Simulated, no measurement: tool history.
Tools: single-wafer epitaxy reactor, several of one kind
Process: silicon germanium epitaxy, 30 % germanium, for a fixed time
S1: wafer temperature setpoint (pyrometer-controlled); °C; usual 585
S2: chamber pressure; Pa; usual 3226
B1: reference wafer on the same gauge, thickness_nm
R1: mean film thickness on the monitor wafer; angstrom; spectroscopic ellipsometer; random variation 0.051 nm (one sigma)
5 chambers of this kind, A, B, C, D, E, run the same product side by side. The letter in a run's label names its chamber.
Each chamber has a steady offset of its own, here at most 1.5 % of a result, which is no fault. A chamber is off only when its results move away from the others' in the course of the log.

run,hour,S1,S2,B1,R1
1E,9.2,585,3226,51.792,485.06
2D,17.5,585,3226,51.788,483.64
3B,24.3,585,3226,51.801,479.93
4C,32.9,585,3226,51.765,482.88
5A,40.5,585,3226,51.752,474.55
6D,49.9,585,3226,51.744,483.47
7C,58.3,585,3226,51.764,483.35
8B,68.3,585,3226,51.748,479.39
9E,75.3,585,3226,51.735,484.07
10A,85.1,585,3226,51.742,474.17
11B,93.6,585,3226,51.736,478.87
12D,102.8,585,3226,51.715,482.07
13A,111.9,585,3226,51.705,472.76
14E,120,585,3840,51.712,518.95
15C,125.5,585,3840,51.694,517.91
16B,130.7,585,3840,51.693,513.08
17E,137.5,585,3840,51.696,519.16
# hour 140.1: chamber A: capacitance manometer re-zeroed and calibrated
18A,142.3,585,3840,51.676,508.2
19C,148.7,585,3226,51.685,481.93
20D,156.7,585,3226,51.673,482.25
21D,164.9,585,3226,51.669,481.73
# hour 168.8: chamber C: capacitance manometer re-zeroed and calibrated
22C,174.5,585,3906,51.662,521.19
23E,181,585,3906,51.65,523.2
# hour 184.2: chamber E: capacitance manometer re-zeroed and calibrated
24B,187.7,585,3906,51.636,516.54
25A,195.7,585,3906,51.644,510.28
26E,201.1,585,3906,51.636,522.48
27C,209.1,585,3226,51.642,482.47
28B,215.6,585,3226,51.632,478.13
29D,226.3,585,3226,51.62,482.02
30A,234.2,585,3226,51.61,473.02
31E,241.9,585,3226,51.602,482.68
# hour 243.4: chamber A: pyrometer calibrated
32A,252.1,599,3226,51.578,614.6
33C,262.7,599,3226,51.588,625.07

What goes on in this fleet: one chamber off, a drifting gauge, or nothing beyond the chambers' own small offsets? Name the chamber and the cause, if any.

The gauge drifts, so all chambers seem to drift together. No chamber is off.
Cause: gauge reads low (%) = 0.437.
